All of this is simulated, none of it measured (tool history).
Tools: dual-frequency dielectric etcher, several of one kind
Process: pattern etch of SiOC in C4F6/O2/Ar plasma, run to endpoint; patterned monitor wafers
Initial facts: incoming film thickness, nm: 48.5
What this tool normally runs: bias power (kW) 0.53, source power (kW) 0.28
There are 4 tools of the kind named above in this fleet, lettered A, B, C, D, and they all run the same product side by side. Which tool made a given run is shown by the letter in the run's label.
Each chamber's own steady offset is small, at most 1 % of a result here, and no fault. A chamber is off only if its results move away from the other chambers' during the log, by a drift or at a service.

run   hour  bias power (kW)  source power (kW)  hours since the last wet clean  hours since the last bias power generator calibration  hours since the last source power generator calibration  endpoint time (s)
       1.9  -- chamber D: source power generator calibrated
 1B    7.2             0.53               0.28                           143.4                                                 1304.6                                                   3777.1             18.006
       9.5  -- chamber D: wet clean of the chamber
 2D   15.2             0.53               0.28                             5.7                                                  518.1                                                     13.4             18.605
      20.3  -- chamber A: wet clean of the chamber
 3C   25.6             0.53               0.28                           378.3                                                  555.3                                                   2138.5             18.297
 4A   38.5             0.53               0.28                            18.3                                                 2396.9                                                     3478             18.098
 5D     49             0.53               0.28                            39.5                                                  551.9                                                     47.2             18.269
 6C   57.6             0.53               0.28                           410.3                                                  587.3                                                   2170.5             18.433
 7A   72.5             0.53               0.28                            52.3                                                 2430.9                                                     3512             18.011
 8B   81.5            0.589               0.28                           217.7                                                 1378.9                                                   3851.4             17.227
 9D   90.1            0.589               0.28                            80.6                                                    593                                                     88.3             17.618
10C  105.7            0.589               0.28                           458.4                                                  635.4                                                   2218.6             17.897
11B  118.6            0.589               0.28                           254.8                                                   1416                                                   3888.5             17.152
12A  130.9             0.53               0.28                           110.7                                                 2489.3                                                   3570.4             18.587
13B  142.2             0.53               0.28                           278.4                                                 1439.6                                                   3912.1             17.861
14C  150.3             0.53               0.28                             503                                                    680                                                   2263.2              18.23
15D  164.7             0.53               0.25                           155.2                                                  667.6                                                    162.9               19.1
16A    180             0.53               0.25                           159.8                                                 2538.4                                                   3619.5             18.996
17C  188.7             0.53               0.25                           541.4                                                  718.4                                                   2301.6             18.841
18B  203.6             0.53               0.25                           339.8                                                   1501                                                   3973.5             18.721
19A  218.9            0.447               0.33                           198.7                                                 2577.3                                                   3658.4             18.352
20D  225.7            0.447               0.33                           216.2                                                  728.6                                                    223.9             18.617
21A  236.3            0.447               0.33                           216.1                                                 2594.7                                                   3675.8             18.179
22D  248.1            0.447               0.33                           238.6                                                    751                                                    246.3             18.356
23C  260.5             0.53               0.28                           613.2                                                  790.2                                                   2373.4             18.084
24B  269.4             0.53               0.24                           405.6                                                 1566.8                                                   4039.3             18.994
25A  282.4             0.53               0.24                           262.2                                                 2640.8                                                   3721.9             19.235
26C  291.5             0.53               0.24                           644.2                                                  821.2                                                   2404.4             18.877
27D    300             0.53               0.24                           290.5                                                  802.9                                                    298.2             19.544
28B  314.7             0.53               0.28                           450.9                                                 1612.1                                                   4084.6             17.868
29A  321.9             0.53               0.28                           301.7                                                 2680.3                                                   3761.4             18.383
30B  333.6             0.53               0.28                           469.8                                                   1631                                                   4103.5             18.165
31D  340.4            0.601               0.32                           330.9                                                  843.3                                                    338.6             16.702
32C  355.3            0.601               0.32                             708                                                    885                                                   2468.2             16.214
33B  366.9            0.601               0.32                           503.1                                                 1664.3                                                   4136.8              16.27
34A  374.4            0.601               0.32                           354.2                                                 2732.8                                                   3813.9             16.303
35D  382.1            0.637               0.23                           372.6                                                    885                                                    380.3             18.182
     386.7  -- chamber A: wet clean of the chamber
36C  397.1            0.637               0.23                           749.8                                                  926.8                                                     2510             17.805
37A  406.6            0.637               0.23                            19.9                                                   2765                                                   3846.1             18.366
     409.4  -- chamber A: bias power generator calibrated
38B  417.6            0.637               0.23                           553.8                                                   1715                                                   4187.5             17.989
39D  430.6             0.53               0.28                           421.1                                                  933.5                                                    428.8             18.467
40C  442.6             0.53               0.32                           795.3                                                  972.3                                                   2555.5             16.735
41C  457.9             0.53               0.32                           810.6                                                  987.6                                                   2570.8             16.721
42A  467.2             0.53               0.32                            80.5                                                   57.9                                                   3906.7             17.295
43D  482.8             0.53               0.32                           473.3                                                  985.7                                                      481             17.502

Each of the 4 chambers runs these same settings next. Fill in every chamber's results:
44A   494             0.53               0.28                                                                                                                                                                  ?
44B   494             0.53               0.28                                                                                                                                                                  ?
44C   494             0.53               0.28                                                                                                                                                                  ?
44D   494             0.53               0.28                                                                                                                                                                  ?

run  endpoint time (s)
44A             18.062
44B             17.888
44C             17.657
44D             18.525
